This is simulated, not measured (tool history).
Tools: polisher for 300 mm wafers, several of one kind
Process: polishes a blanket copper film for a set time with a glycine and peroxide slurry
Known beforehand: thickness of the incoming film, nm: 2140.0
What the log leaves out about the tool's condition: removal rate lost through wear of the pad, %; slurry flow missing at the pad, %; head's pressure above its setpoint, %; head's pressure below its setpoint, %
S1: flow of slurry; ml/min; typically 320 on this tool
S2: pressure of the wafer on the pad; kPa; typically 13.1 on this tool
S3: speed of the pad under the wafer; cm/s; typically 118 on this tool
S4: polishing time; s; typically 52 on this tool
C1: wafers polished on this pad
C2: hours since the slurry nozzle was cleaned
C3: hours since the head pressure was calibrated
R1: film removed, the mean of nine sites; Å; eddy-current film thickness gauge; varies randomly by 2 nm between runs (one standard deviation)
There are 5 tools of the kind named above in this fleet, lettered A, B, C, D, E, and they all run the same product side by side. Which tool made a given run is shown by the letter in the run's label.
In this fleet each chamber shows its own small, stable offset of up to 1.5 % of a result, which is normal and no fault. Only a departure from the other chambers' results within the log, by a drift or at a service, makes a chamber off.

run,hour,S1,S2,S3,S4,C1,C2,C3,R1
1A,4.9,320,13.1,118,52,366,137,357.8,1946.7
2D,8.6,320,13.1,118,52,317,219.7,70.1,1946
3B,15.5,320,13.1,118,52,212,124.6,639.7,1994.4
4E,19.3,320,13.1,118,52,232,141.1,288.7,1917.4
5C,23.8,320,13.1,118,52,236,162.1,991.5,1943.8
6A,27.7,320,13.1,118,52,572,159.8,380.6,1944.3
7D,31,320,13.1,118,52,520,242.1,92.5,1947.7
8E,37.4,320,13.1,118,52,395,159.2,306.8,1992.5
9C,41.9,320,13.1,118,52,399,180.2,1009.6,1956.6
10B,48.2,320,13.1,118,52,508,157.3,672.4,1982.2
11B,51.3,320,13.1,118,52,536,160.4,675.5,1980.6
12C,57.7,255,13.1,118,36,542,196,1025.4,1304.9
# hour 58.2: chamber E: head pressure recalibrated
13D,64.5,255,13.1,118,36,822,275.6,126,1327.4
# hour 66.6: chamber A: worn pad replaced by a new one
14E,71.7,255,13.1,118,36,705,193.5,13.6,1307.8
# hour 72.4: chamber C: head pressure recalibrated
15A,77,255,13.1,118,36,94,209.1,429.9,1371.2
16A,80.6,255,13.1,118,36,127,212.7,433.5,1379.9
17D,84.4,320,13.1,118,52,1002,295.5,145.9,1943.6
# hour 85.1: chamber C: worn pad replaced by a new one
18C,89,320,13.1,118,52,35,227.3,16.6,1935.6
19B,92.7,320,13.1,118,52,910,201.8,716.9,1966.4
20E,99,320,13.1,118,52,952,220.8,40.9,1935.1
21E,103.6,320,13.1,118,52,993,225.4,45.5,1963.1
22D,108.2,320,13.1,118,52,1217,319.3,169.7,1960.8
23A,114.6,320,13.1,118,52,434,246.7,467.5,2085.5
24C,119.9,320,13.1,118,52,314,258.2,47.5,1923
# hour 120.8: chamber D: worn pad replaced by a new one
# hour 123.6: chamber B: worn pad replaced by a new one
25B,124.3,320,13.1,118,52,6,233.4,748.5,1973.9
26B,128.1,320,13.1,118,52,40,237.2,752.3,2006.9
27E,134.8,320,13.1,118,52,1275,256.6,76.7,1965.5
28D,138.6,320,9.7,118,52,161,349.7,200.1,1557.3
29C,144.2,320,9.7,118,52,534,282.5,71.8,1529.3
30A,149.1,320,9.7,118,52,746,281.2,502,1678.5
31C,153.1,320,9.7,118,52,614,291.4,80.7,1538.2
32D,160.2,320,9.7,118,52,356,371.3,221.7,1544

Predict what each chamber gives when all 5 of them run the settings below next.
33A,165.3,320,13.1,118,52,,,,?
33B,165.3,320,13.1,118,52,,,,?
33C,165.3,320,13.1,118,52,,,,?
33D,165.3,320,13.1,118,52,,,,?
33E,165.3,320,13.1,118,52,,,,?

run,R1
33A,2142.9
33B,1980
33C,1936.5
33D,1955.8
33E,1929.8
